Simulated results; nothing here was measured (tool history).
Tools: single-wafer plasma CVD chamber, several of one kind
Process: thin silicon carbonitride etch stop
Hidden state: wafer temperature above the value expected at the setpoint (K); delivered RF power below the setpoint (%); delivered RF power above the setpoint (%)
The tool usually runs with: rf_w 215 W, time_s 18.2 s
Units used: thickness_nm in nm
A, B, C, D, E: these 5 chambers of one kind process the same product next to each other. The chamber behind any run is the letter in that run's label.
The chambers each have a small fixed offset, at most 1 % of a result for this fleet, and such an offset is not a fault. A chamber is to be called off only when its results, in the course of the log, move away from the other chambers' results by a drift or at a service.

run	hour	rf_w	time_s	hours since the last thermocouple change	hours since the last RF generator calibration	read-back reference wafer on the same gauge, thickness_nm	thickness_nm
1A	2.4	215	18.2	381.2	320.7	11.498	10.674
2B	5.6	215	18.2	171.7	192.7	11.495	10.548
3D	9.8	215	18.2	562	1127.4	11.496	10.633
4E	13.1	215	18.2	109.1	617.9	11.491	10.567
5C	15.6	215	18.2	921.2	648.3	11.489	10.63
6E	17.6	215	18.2	113.6	622.4	11.489	10.56
7A	20.4	215	18.2	399.2	338.7	11.491	10.707
8B	24.8	215	18.2	190.9	211.9	11.483	10.535
9D	29	215	18.2	581.2	1146.6	11.482	10.602
10C	31.8	215	18.2	937.4	664.5	11.482	10.607
11C	34.7	230	14.7	940.3	667.4	11.48	8.7303
12E	38.8	230	14.7	134.8	643.6	11.473	8.6941
13D	41.1	230	14.7	593.3	1158.7	11.471	8.7509
14B	44.2	230	14.7	210.3	231.3	11.472	8.6622
15A	48.7	230	14.7	427.5	367	11.473	8.794
16D	51	215	18.2	603.2	1168.6	11.469	10.596
17C	55.3	215	18.2	960.9	688	11.47	10.582
18A	59.7	230	18.2	438.5	378	11.462	10.863
19E	63.4	230	18.2	159.4	668.2	11.458	10.755
20B	65.7	230	18.2	231.8	252.8	11.46	10.706
21C	69.8	230	18.2	975.4	702.5	11.464	10.81
22E	73	230	18.2	169	677.8	11.455	10.762
23A	77.2	215	19.9	456	395.5	11.458	11.664
24B	80.7	215	19.9	246.8	267.8	11.453	11.46
25D	84.1	215	19.9	636.3	1201.7	11.451	11.546
26A	87.2	215	19.9	466	405.5	11.451	11.612
27B	89.9	215	19.9	256	277	11.443	11.462
28D	92.9	240	20.9	645.1	1210.5	11.445	12.579
29C	95.5	240	20.9	1001.1	728.2	11.443	12.538
30E	98.1	240	20.9	194.1	702.9	11.442	12.502
31A	100.7	240	20.9	479.5	419	11.439	12.631
32E	103.2	240	20.9	199.2	708	11.442	12.508
33C	106.1	215	18.2	1011.7	738.8	11.44	10.571

Does one chamber stand apart from the rest, does the shared gauge drift, or is all well apart from small per-chamber offsets? Give the chamber and the most likely cause, where there is one.

Every chamber seems to shift together because the gauge that measures them all drifts; the chambers themselves are fine.
Likeliest cause: gauge reads low (%) = 0.562.
